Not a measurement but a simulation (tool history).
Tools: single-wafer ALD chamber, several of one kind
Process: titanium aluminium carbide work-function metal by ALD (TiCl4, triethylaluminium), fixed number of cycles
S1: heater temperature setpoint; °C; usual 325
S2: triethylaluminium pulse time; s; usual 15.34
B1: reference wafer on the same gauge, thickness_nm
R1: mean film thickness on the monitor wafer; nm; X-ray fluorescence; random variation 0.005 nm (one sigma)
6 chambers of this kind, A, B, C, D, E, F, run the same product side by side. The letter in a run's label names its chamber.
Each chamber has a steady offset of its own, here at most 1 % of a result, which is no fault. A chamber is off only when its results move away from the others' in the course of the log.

Run 1C, day 0.221: usual settings; B1 2.2999. Result: R1 2.2926 nm.
Run 2D, day 0.388: usual settings; B1 2.2996. Result: R1 2.2876 nm.
Run 3B, day 0.550: usual settings; B1 2.3004. Result: R1 2.2917 nm.
Run 4F, day 0.775: usual settings; B1 2.2988. Result: R1 2.2585 nm.
Run 5E, day 0.917: usual settings; B1 2.3002. Result: R1 2.2903 nm.
Run 6A, day 1.121: usual settings; B1 2.2997. Result: R1 2.2649 nm.
Run 7E, day 1.346: usual settings; B1 2.3001. Result: R1 2.2793 nm.
Run 8A, day 1.588: usual settings but S1 311 °C; B1 2.3013. Result: R1 2.1329 nm.
Run 9D, day 1.850: usual settings but S1 311 °C; B1 2.3010. Result: R1 2.1538 nm.
Run 10C, day 2.092: usual settings but S1 311 °C; B1 2.3001. Result: R1 2.1641 nm.
Run 11B, day 2.288: usual settings but S1 311 °C; B1 2.2993. Result: R1 2.1671 nm.
Run 12F, day 2.458: usual settings but S1 311 °C; B1 2.2992. Result: R1 2.1362 nm.
Run 13C, day 2.717: usual settings but S1 311 °C; B1 2.3006. Result: R1 2.1662 nm.
Run 14D, day 2.892: usual settings; B1 2.3002. Result: R1 2.2809 nm.
Run 15F, day 3.150: usual settings; B1 2.3012. Result: R1 2.2589 nm.
Run 16E, day 3.379: usual settings; B1 2.3009. Result: R1 2.2775 nm.
At day 3.546: chamber F: triethylaluminium bottle replaced.
Run 17B, day 3.633: usual settings; B1 2.3005. Result: R1 2.3110 nm.
Run 18A, day 3.846: usual settings but S1 318 °C, S2 20.51 s; B1 2.3005. Result: R1 2.2085 nm.
Run 19B, day 4.000: usual settings but S1 318 °C, S2 20.51 s; B1 2.2992. Result: R1 2.2545 nm.
Run 20A, day 4.225: usual settings but S1 318 °C, S2 20.51 s; B1 2.3016. Result: R1 2.2122 nm.
Run 21F, day 4.483: usual settings but S1 318 °C, S2 20.51 s; B1 2.3005. Result: R1 2.2176 nm.
Run 22E, day 4.646: usual settings but S1 318 °C, S2 20.51 s; B1 2.3005. Result: R1 2.2266 nm.
At day 4.796: chamber B: thermocouple changed; heater temperature recalibrated.
Run 23C, day 4.896: usual settings but S1 318 °C, S2 20.51 s; B1 2.3005. Result: R1 2.2399 nm.
Run 24D, day 5.079: usual settings; B1 2.3002. Result: R1 2.2711 nm.
Run 25B, day 5.250: usual settings; B1 2.3003. Result: R1 2.2877 nm.
Run 26E, day 5.504: usual settings; B1 2.2985. Result: R1 2.2732 nm.
Run 27D, day 5.725: usual settings; B1 2.2996. Result: R1 2.2805 nm.
Run 28C, day 5.850: usual settings; B1 2.3011. Result: R1 2.2994 nm.
Run 29A, day 6.050: usual settings but S1 317 °C; B1 2.2996. Result: R1 2.1912 nm.
Run 30F, day 6.221: usual settings but S1 317 °C; B1 2.2989. Result: R1 2.2002 nm.
Run 31F, day 6.371: usual settings but S1 317 °C; B1 2.3004. Result: R1 2.2002 nm.
At day 6.475: chamber A: thermocouple changed; heater temperature recalibrated.
Run 32C, day 6.554: usual settings but S1 317 °C; B1 2.2996. Result: R1 2.2255 nm.
Run 33B, day 6.800: usual settings but S1 317 °C; B1 2.3014. Result: R1 2.2257 nm.
Run 34A, day 7.033: usual settings but S1 317 °C; B1 2.3001. Result: R1 2.1813 nm.
Run 35D, day 7.279: usual settings; B1 2.3000. Result: R1 2.2816 nm.
Run 36E, day 7.479: usual settings; B1 2.3006. Result: R1 2.2776 nm.
Run 37F, day 7.683: usual settings; B1 2.2999. Result: R1 2.2740 nm.
Run 38A, day 7.896: usual settings but S1 338 °C, S2 11.11 s; B1 2.2991. Result: R1 2.2853 nm.
Run 39B, day 8.129: usual settings but S1 338 °C, S2 11.11 s; B1 2.3004. Result: R1 2.3715 nm.
Run 40C, day 8.346: usual settings but S1 338 °C, S2 11.11 s; B1 2.3004. Result: R1 2.3815 nm.
Run 41D, day 8.483: usual settings but S1 338 °C, S2 11.11 s; B1 2.3000. Result: R1 2.3591 nm.
Run 42E, day 8.629: usual settings but S1 338 °C, S2 11.11 s; B1 2.3005. Result: R1 2.3590 nm.
Run 43A, day 8.867: usual settings but S1 338 °C, S2 11.11 s; B1 2.2988. Result: R1 2.2823 nm.

Next, every chamber runs the same settings. What will each give?
Run 44A, day 9.062: usual settings. Result: R1 ?.
Run 44B, day 9.062: usual settings. Result: R1 ?.
Run 44C, day 9.062: usual settings. Result: R1 ?.
Run 44D, day 9.062: usual settings. Result: R1 ?.
Run 44E, day 9.062: usual settings. Result: R1 ?.
Run 44F, day 9.062: usual settings. Result: R1 ?.

run      R1
44A  2.2469
44B  2.3051
44C  2.2880
44D  2.2770
44E  2.2850
44F  2.2726
